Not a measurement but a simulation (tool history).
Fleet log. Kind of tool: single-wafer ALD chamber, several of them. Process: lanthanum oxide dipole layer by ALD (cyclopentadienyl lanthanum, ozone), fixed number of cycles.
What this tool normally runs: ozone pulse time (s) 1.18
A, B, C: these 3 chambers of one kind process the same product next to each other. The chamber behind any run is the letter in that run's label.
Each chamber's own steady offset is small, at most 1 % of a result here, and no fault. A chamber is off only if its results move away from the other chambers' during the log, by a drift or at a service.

run	hour	ozone pulse time (s)	read-back reference wafer on the same gauge, thickness_nm	mean film thickness on the monitor wafer (nm)
1B	8.4	1.18	0.52790	0.51919
2A	15.3	1.18	0.52820	0.52654
3C	20.8	1.18	0.52831	0.52289
4A	31.0	1.18	0.52817	0.52528
# hour 31.1: chamber A: thermocouple changed; heater temperature recalibrated
5B	42.5	1.64	0.52844	0.55317
6C	50.7	1.64	0.52857	0.55630
# hour 54.9: chamber A: ozone generator serviced
7C	59.3	1.64	0.52884	0.55531
8B	66.7	1.18	0.52868	0.52139
9A	72.1	1.41	0.52873	0.54623
10B	79.7	1.41	0.52889	0.54069
11A	89.0	1.41	0.52907	0.54611
12C	98.5	1.18	0.52905	0.52354
13C	105.2	1.00	0.52926	0.50034
14B	111.2	1.00	0.52940	0.49721
15A	122.6	1.00	0.52935	0.50323
16A	132.8	1.18	0.52958	0.52610
17C	138.4	1.32	0.52943	0.53844
18B	149.0	1.32	0.52956	0.53514
19A	159.3	1.32	0.52978	0.54190
20C	170.0	1.18	0.52978	0.52369
21B	177.9	1.18	0.53004	0.52221
22C	183.4	1.18	0.52995	0.52516
23A	189.0	1.18	0.53020	0.52738
# hour 192.1: chamber C: ozone generator serviced
24B	199.5	1.18	0.53017	0.52158
25A	206.4	1.61	0.53046	0.55951
26B	213.1	1.61	0.53046	0.55284
27C	218.2	1.61	0.53034	0.55605
28A	228.9	1.18	0.53062	0.52738
29B	236.4	1.18	0.53046	0.52353

Each of the 3 chambers runs these same settings next. Fill in every chamber's results:
30A	244.8	1.18		?
30B	244.8	1.18		?
30C	244.8	1.18		?

run	mean film thickness on the monitor wafer (nm)
30A	0.52680
30B	0.52293
30C	0.52505
